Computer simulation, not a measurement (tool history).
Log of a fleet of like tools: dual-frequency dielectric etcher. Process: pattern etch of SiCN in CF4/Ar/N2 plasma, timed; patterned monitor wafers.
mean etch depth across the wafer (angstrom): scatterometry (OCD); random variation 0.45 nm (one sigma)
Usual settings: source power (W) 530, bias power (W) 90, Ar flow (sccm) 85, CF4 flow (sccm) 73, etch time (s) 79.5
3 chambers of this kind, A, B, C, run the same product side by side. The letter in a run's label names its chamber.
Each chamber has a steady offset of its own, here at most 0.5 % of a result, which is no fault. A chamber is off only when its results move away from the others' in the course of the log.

run	day	source power (W)	bias power (W)	Ar flow (sccm)	CF4 flow (sccm)	etch time (s)	read-back reference wafer on the same gauge, depth_nm	mean etch depth across the wafer (angstrom)
1B	0.104	530	90	85	73	79.5	72.835	871.82
2C	0.238	530	90	85	73	79.5	72.945	874.68
3A	0.346	530	90	85	73	79.5	72.848	873.11
4C	0.488	530	90	85	73	79.5	72.901	877.29
5B	0.612	530	90	85	73	79.5	72.837	873.73
6A	0.758	530	90	85	73	79.5	72.890	868.35
7B	0.908	530	79	85	73	79.5	72.982	838.33
8C	1.079	530	79	85	73	79.5	72.794	839.02
9A	1.171	530	79	85	73	79.5	72.816	835.02
# day 1.183: chamber C: wet clean of the chamber
10B	1.333	530	90	85	73	79.5	72.917	883.99
11C	1.446	530	90	85	73	79.5	72.860	878.05
12A	1.571	530	90	85	73	79.5	72.900	880.99
13B	1.742	530	90	85	73	79.5	72.937	879.58
14C	1.821	530	90	85	73	79.5	72.865	876.62
15A	1.988	530	90	85	73	79.5	72.995	871.66
16A	2.088	530	90	85	73	79.5	72.897	874.04
17C	2.183	530	90	85	73	79.5	72.864	865.22
18B	2.329	530	90	77	83	79.5	72.931	906.32
19C	2.438	530	90	77	83	79.5	72.935	900.27
20B	2.550	530	90	77	83	79.5	72.838	903.14
21A	2.692	480	90	85	73	79.5	72.776	803.42
22B	2.867	480	90	85	73	79.5	72.927	796.91
23C	3.033	480	90	85	73	79.5	72.881	800.99
24A	3.188	530	90	66	73	97.0	72.957	1097.70

Next, every chamber runs the same settings. What will each give?
25A	3.321	530	90	85	73	79.5		?
25B	3.321	530	90	85	73	79.5		?
25C	3.321	530	90	85	73	79.5		?

run	mean etch depth across the wafer (angstrom)
25A	869.43
25B	875.07
25C	878.85
